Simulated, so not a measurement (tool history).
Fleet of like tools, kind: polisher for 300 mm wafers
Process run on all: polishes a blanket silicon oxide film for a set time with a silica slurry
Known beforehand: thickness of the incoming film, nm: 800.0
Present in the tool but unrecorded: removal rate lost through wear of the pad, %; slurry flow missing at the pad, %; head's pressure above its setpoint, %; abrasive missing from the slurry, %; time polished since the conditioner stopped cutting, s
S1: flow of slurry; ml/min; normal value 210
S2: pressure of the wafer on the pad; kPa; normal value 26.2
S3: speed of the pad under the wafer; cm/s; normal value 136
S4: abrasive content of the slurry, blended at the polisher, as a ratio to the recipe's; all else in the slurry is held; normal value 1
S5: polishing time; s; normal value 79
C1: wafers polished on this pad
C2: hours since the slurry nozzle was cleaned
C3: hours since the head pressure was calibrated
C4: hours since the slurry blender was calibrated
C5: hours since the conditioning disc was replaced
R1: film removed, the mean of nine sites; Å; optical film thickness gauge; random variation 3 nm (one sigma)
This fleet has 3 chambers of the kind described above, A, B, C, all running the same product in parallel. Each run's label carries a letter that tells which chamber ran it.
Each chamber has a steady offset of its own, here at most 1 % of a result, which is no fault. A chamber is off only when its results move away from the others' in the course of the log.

-- hour=7.8 chamber B: conditioning disc replaced and pad reconditioned
run 1C hour=16 | S1=210 S2=26.2 S3=136 S4=1 S5=79 | C1=1109 C2=224.7 C3=27.2 C4=209.1 C5=368.5 | R1=2499.2
-- hour=22.8 chamber B: slurry blender recalibrated
run 2A hour=23.8 | S1=210 S2=26.2 S3=136 S4=1 S5=79 | C1=1068 C2=291.1 C3=101.9 C4=66.3 C5=67.7 | R1=2583.7
-- hour=30.2 chamber C: worn pad replaced by a new one
run 3B hour=33.5 | S1=210 S2=26.2 S3=136 S4=1 S5=79 | C1=912 C2=65.9 C3=187.1 C4=10.7 C5=25.7 | R1=2595.1
-- hour=34.9 chamber A: worn pad replaced by a new one
run 4C hour=41 | S1=210 S2=26.2 S3=136 S4=1 S5=79 | C1=148 C2=249.7 C3=52.2 C4=234.1 C5=393.5 | R1=2522.3
-- hour=54.3 chamber B: worn pad replaced by a new one
run 5A hour=56.1 | S1=285 S2=26.2 S3=136 S4=1 S5=79 | C1=290 C2=323.4 C3=134.2 C4=98.6 C5=100 | R1=2683.6
run 6B hour=67 | S1=285 S2=26.2 S3=136 S4=1 S5=79 | C1=174 C2=99.4 C3=220.6 C4=44.2 C5=59.2 | R1=2653.6
run 7B hour=78.8 | S1=285 S2=26.2 S3=136 S4=1 S5=79 | C1=336 C2=111.2 C3=232.4 C4=56 C5=71 | R1=2666.1
run 8A hour=90.2 | S1=210 S2=26.2 S3=136 S4=1 S5=79 | C1=758 C2=357.5 C3=168.3 C4=132.7 C5=134.1 | R1=2551.7
-- hour=95 chamber C: slurry nozzle cleaned
run 9C hour=104.2 | S1=210 S2=26.2 S3=136 S4=1 S5=79 | C1=1015 C2=9.2 C3=115.4 C4=297.3 C5=456.7 | R1=2516.4
run 10B hour=115.3 | S1=210 S2=26.2 S3=136 S4=1 S5=79 | C1=837 C2=147.7 C3=268.9 C4=92.5 C5=107.5 | R1=2599.2
-- hour=120.5 chamber A: worn pad replaced by a new one
run 11A hour=127.8 | S1=210 S2=26.2 S3=136 S4=1 S5=79 | C1=100 C2=395.1 C3=205.9 C4=170.3 C5=171.7 | R1=2532.3
-- hour=132.4 chamber A: conditioning disc replaced and pad reconditioned
run 12C hour=136.1 | S1=210 S2=26.2 S3=136 S4=1 S5=79 | C1=1452 C2=41.1 C3=147.3 C4=329.2 C5=488.6 | R1=2526.2
-- hour=136.6 chamber C: worn pad replaced by a new one
run 13B hour=146.1 | S1=210 S2=26.2 S3=136 S4=1 S5=79 | C1=1259 C2=178.5 C3=299.7 C4=123.3 C5=138.3 | R1=2564.3
-- hour=151.7 chamber B: worn pad replaced by a new one
run 14C hour=160.4 | S1=210 S2=26.2 S3=136 S4=1 S5=79 | C1=326 C2=65.4 C3=171.6 C4=353.5 C5=512.9 | R1=2623.2
-- hour=162.5 chamber C: conditioning disc replaced and pad reconditioned
-- hour=172.6 chamber B: slurry blender recalibrated
run 15A hour=175.3 | S1=210 S2=26.2 S3=136 S4=1 S5=79 | C1=751 C2=442.6 C3=253.4 C4=217.8 C5=42.9 | R1=2574.6
run 16B hour=184.9 | S1=210 S2=26.2 S3=136 S4=1 S5=79 | C1=456 C2=217.3 C3=338.5 C4=12.4 C5=177.1 | R1=2543.4
-- hour=192.3 chamber C: slurry blender recalibrated
run 17A hour=196.7 | S1=210 S2=26.2 S3=136 S4=1 S5=79 | C1=1045 C2=464 C3=274.8 C4=239.2 C5=64.3 | R1=2530.8
-- hour=203.2 chamber A: worn pad replaced by a new one
run 18C hour=205.7 | S1=210 S2=26.2 S3=136 S4=1 S5=79 | C1=948 C2=110.7 C3=216.9 C4=13.4 C5=43.2 | R1=2545.1
run 19B hour=213.6 | S1=210 S2=26.2 S3=136 S4=1.1 S5=104 | C1=849 C2=246 C3=367.2 C4=41.1 C5=205.8 | R1=3475.8
-- hour=223.7 chamber C: worn pad replaced by a new one
run 20A hour=224.5 | S1=210 S2=26.2 S3=136 S4=1.1 S5=104 | C1=292 C2=491.8 C3=302.6 C4=267 C5=92.1 | R1=3470.6
run 21C hour=234 | S1=210 S2=26.2 S3=136 S4=1.1 S5=104 | C1=142 C2=139 C3=245.2 C4=41.7 C5=71.5 | R1=3460
run 22A hour=246.7 | S1=210 S2=26.2 S3=136 S4=1 S5=79 | C1=596 C2=514 C3=324.8 C4=289.2 C5=114.3 | R1=2509.7
-- hour=246.8 chamber B: worn pad replaced by a new one
run 23B hour=255.8 | S1=210 S2=23.4 S3=136 S4=1 S5=79 | C1=124 C2=288.2 C3=409.4 C4=83.3 C5=248 | R1=2298.5
run 24C hour=265.5 | S1=210 S2=23.4 S3=136 S4=1 S5=79 | C1=574 C2=170.5 C3=276.7 C4=73.2 C5=103 | R1=2277.8
run 25A hour=279.7 | S1=210 S2=23.4 S3=136 S4=1 S5=79 | C1=1049 C2=547 C3=357.8 C4=322.2 C5=147.3 | R1=2200.6
run 26B hour=295.6 | S1=210 S2=26.2 S3=136 S4=1 S5=79 | C1=670 C2=328 C3=449.2 C4=123.1 C5=287.8 | R1=2545.1
-- hour=298.2 chamber A: worn pad replaced by a new one
-- hour=307.8 chamber A: conditioning disc replaced and pad reconditioned
run 27C hour=311.1 | S1=210 S2=26.2 S3=136 S4=1 S5=79 | C1=1199 C2=216.1 C3=322.3 C4=118.8 C5=148.6 | R1=2517.8
-- hour=311.9 chamber C: worn pad replaced by a new one
-- hour=315.6 chamber B: slurry blender recalibrated
run 28C hour=324 | S1=210 S2=26.2 S3=136 S4=1 S5=79 | C1=167 C2=229 C3=335.2 C4=131.7 C5=161.5 | R1=2538.6
run 29B hour=339 | S1=210 S2=26.2 S3=136 S4=1 S5=79 | C1=1265 C2=371.4 C3=492.6 C4=23.4 C5=331.2 | R1=2604.8
-- hour=353.3 chamber B: worn pad replaced by a new one
run 30A hour=354.8 | S1=210 S2=26.2 S3=136 S4=1 S5=79 | C1=776 C2=622.1 C3=432.9 C4=397.3 C5=47 | R1=2436.2
run 31C hour=365.6 | S1=210 S2=26.2 S3=136 S4=1 S5=79 | C1=737 C2=270.6 C3=376.8 C4=173.3 C5=203.1 | R1=2585.5
-- hour=367.5 chamber B: conditioning disc replaced and pad reconditioned
run 32A hour=372.8 | S1=210 S2=26.2 S3=136 S4=1 S5=79 | C1=1023 C2=640.1 C3=450.9 C4=415.3 C5=65 | R1=2384.6
run 33B hour=382.6 | S1=275 S2=26.2 S3=136 S4=1 S5=93 | C1=401 C2=415 C3=536.2 C4=67 C5=15.1 | R1=3087.5
-- hour=383.3 chamber C: slurry nozzle cleaned
-- hour=386.4 chamber A: worn pad replaced by a new one
run 34C hour=395.3 | S1=275 S2=26.2 S3=136 S4=1 S5=93 | C1=1145 C2=12.1 C3=406.5 C4=203 C5=232.8 | R1=3157.9
run 35A hour=405.6 | S1=275 S2=26.2 S3=136 S4=1 S5=93 | C1=264 C2=672.9 C3=483.7 C4=448.1 C5=97.8 | R1=2913.5
-- hour=409.3 chamber C: worn pad replaced by a new one
run 36B hour=414.4 | S1=210 S2=26.2 S3=136 S4=1 S5=79 | C1=837 C2=446.8 C3=568 C4=98.8 C5=46.9 | R1=2555.1
-- hour=422 chamber A: slurry nozzle cleaned
run 37C hour=429.9 | S1=210 S2=26.2 S3=136 S4=1 S5=79 | C1=283 C2=46.7 C3=441.1 C4=237.6 C5=267.4 | R1=2552.2
run 38B hour=440 | S1=210 S2=26.2 S3=136 S4=1 S5=79 | C1=1189 C2=472.4 C3=593.6 C4=124.4 C5=72.5 | R1=2499
run 39A hour=449.9 | S1=210 S2=26.2 S3=136 S4=1 S5=79 | C1=871 C2=28 C3=528 C4=492.4 C5=142.1 | R1=2292.5
-- hour=459.4 chamber B: slurry blender recalibrated
run 40B hour=460 | S1=210 S2=26.2 S3=136 S4=1 S5=79 | C1=1463 C2=492.4 C3=613.6 C4=0.7 C5=92.5 | R1=2531.5
run 41C hour=472 | S1=210 S2=26.2 S3=136 S4=1 S5=79 | C1=861 C2=88.8 C3=483.2 C4=279.7 C5=309.5 | R1=2584.7
run 42A hour=481.9 | S1=210 S2=26.2 S3=136 S4=1 S5=79 | C1=1310 C2=60 C3=560 C4=524.4 C5=174.1 | R1=2353.3

Does one chamber stand apart from the rest, does the shared gauge drift, or is all well apart from small per-chamber offsets? Give the chamber and the most likely cause, where there is one.

It is chamber A that slowly wanders off from its peers.
Cause: abrasive missing from the slurry, % = 21.2.
The log might look much the same if the cause were instead: head's pressure below its setpoint, %.

Which of the 4 candidates below, each the usual settings with something changed and its results left as question marks, puts chamber A back in line with what the other chambers give on the usual settings?
In-line tolerance around the mean of the other chambers on the usual settings: R1 110 Å
run 43A-1 hour=493.4 | S1=210 S2=26.2 S3=134 S4=1 S5=78 | R1=?
run 43A-2 hour=493.4 | S1=210 S2=26.9 S3=136 S4=1 S5=79 | R1=?
run 43A-3 hour=493.4 | S1=210 S2=25.5 S3=132 S4=1 S5=76 | R1=?
run 43A-4 hour=493.4 | S1=210 S2=26.2 S3=142 S4=1 S5=84 | R1=?

Average result of the remaining chambers running the usual settings: R1 2558.3 Å
run=43A-1 R1=2257.3
run=43A-2 R1=2373.9
run=43A-3 R1=2116.3
run=43A-4 R1=2545.8
With 43A-4, the chamber falls back in line with the rest.

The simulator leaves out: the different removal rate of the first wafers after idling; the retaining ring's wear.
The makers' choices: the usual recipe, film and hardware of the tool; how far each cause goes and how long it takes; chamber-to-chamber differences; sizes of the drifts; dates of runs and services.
